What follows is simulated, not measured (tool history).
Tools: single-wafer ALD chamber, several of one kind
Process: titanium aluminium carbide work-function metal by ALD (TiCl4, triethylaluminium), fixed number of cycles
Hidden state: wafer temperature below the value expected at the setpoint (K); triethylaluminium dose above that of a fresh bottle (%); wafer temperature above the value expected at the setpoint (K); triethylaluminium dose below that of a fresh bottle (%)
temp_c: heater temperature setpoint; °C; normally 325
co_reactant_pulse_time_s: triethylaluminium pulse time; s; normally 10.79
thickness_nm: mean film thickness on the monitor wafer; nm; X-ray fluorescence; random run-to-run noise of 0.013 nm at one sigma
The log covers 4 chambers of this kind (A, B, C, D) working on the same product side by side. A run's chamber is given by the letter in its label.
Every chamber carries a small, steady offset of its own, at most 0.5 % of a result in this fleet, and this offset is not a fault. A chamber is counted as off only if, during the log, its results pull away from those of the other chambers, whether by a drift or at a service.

run,day,temp_c,co_reactant_pulse_time_s,hours since the last thermocouple change,hours since the last triethylaluminium bottle change,"read-back reference wafer on the same gauge, thickness_nm",thickness_nm
1A,0.458,325,10.79,955.1,832.6,2.0092,2.2222
2B,0.912,325,10.79,1233.2,393.6,2.0065,2.2256
3D,1.396,325,10.79,382.6,264.3,2.0105,2.2562
4C,1.933,325,10.79,967.0,655.4,2.0096,2.2220
5C,2.296,325,10.79,975.7,664.1,2.0070,2.2531
6B,2.792,311,12.38,1278.3,438.7,2.0072,2.1311
7D,3.175,311,12.38,425.3,307.0,2.0090,2.1398
8A,3.796,311,12.38,1035.2,912.7,2.0080,2.1088
9A,4.104,311,12.38,1042.6,920.1,2.0126,2.1307
10C,4.529,325,10.79,1029.3,717.7,2.0098,2.2407
11D,4.812,325,10.79,464.6,346.3,2.0112,2.2360
12B,5.096,325,10.79,1333.6,494.0,2.0115,2.2121
13C,5.383,325,10.79,1049.8,738.2,2.0093,2.2308
# day 5.488: chamber A: triethylaluminium bottle replaced
14B,5.921,325,10.79,1353.4,513.8,2.0118,2.2142
15A,6.275,325,10.79,1094.7,19.0,2.0093,2.2456
16D,6.779,331,13.14,511.8,393.5,2.0116,2.2990
17D,7.104,331,13.14,519.6,401.3,2.0077,2.3468
18A,7.462,331,13.14,1123.2,47.5,2.0094,2.2995
19B,8.067,331,13.14,1404.9,565.3,2.0094,2.3246
20C,8.367,325,13.40,1121.4,809.8,2.0130,2.2886
21B,8.892,325,13.40,1424.7,585.1,2.0121,2.2503
22D,9.421,325,13.40,575.2,456.9,2.0055,2.2949
23A,10.042,325,13.40,1185.1,109.4,2.0102,2.2857
24C,10.575,325,10.79,1174.4,862.8,2.0110,2.2264
# day 10.846: chamber C: triethylaluminium bottle replaced
25B,11.179,325,10.79,1479.6,640.0,2.0097,2.2192
26A,11.662,325,10.79,1224.0,148.3,2.0107,2.2643
27D,12.275,325,10.79,643.7,525.4,2.0089,2.2073
28C,12.617,325,10.79,1223.4,42.5,2.0107,2.2395
29B,13.071,312,14.08,1525.0,685.4,2.0118,2.1329
30A,13.642,312,14.08,1271.5,195.8,2.0074,2.1293
31C,13.946,312,14.08,1255.3,74.4,2.0109,2.1667
32D,14.533,312,14.08,697.9,579.6,2.0109,2.1495
33A,14.904,325,10.79,1301.8,226.1,2.0091,2.2394
34D,15.225,325,10.79,714.5,596.2,2.0110,2.2208
35C,15.550,325,10.79,1293.8,112.9,2.0128,2.2419
36B,16.071,325,10.79,1597.0,757.4,2.0080,2.1434
37C,16.375,311,8.62,1313.6,132.7,2.0094,2.0474

Read the log: is a single chamber off, either drifting away or since a service, is the gauge that measures every chamber drifting, or is nothing wrong beyond small per-chamber offsets? Name any odd chamber and what most likely caused it.

Little by little, chamber B moves away from the other chambers.
Most likely cause: triethylaluminium dose below that of a fresh bottle (%) = 28.3.

Below are 4 candidate recipes for chamber B's next run, each the usual settings with a change, their results shown as question marks. Which of them brings B's results back in line with what the other chambers give on the usual settings?
A result is in line if it is within this distance of the other chambers' mean on the usual settings: thickness_nm 0.0460 nm
38B-1,16.825,321,9.18,,,,?
38B-2,16.825,325,14.06,,,,?
38B-3,16.825,304,10.79,,,,?
38B-4,16.825,346,10.79,,,,?

What the other chambers average on the usual settings: thickness_nm 2.2313 nm
run,thickness_nm
38B-1,2.0306
38B-2,2.2222
38B-3,1.9611
38B-4,2.3160
The answer is 38B-2, which returns the chamber to within the allowed miss of the others.

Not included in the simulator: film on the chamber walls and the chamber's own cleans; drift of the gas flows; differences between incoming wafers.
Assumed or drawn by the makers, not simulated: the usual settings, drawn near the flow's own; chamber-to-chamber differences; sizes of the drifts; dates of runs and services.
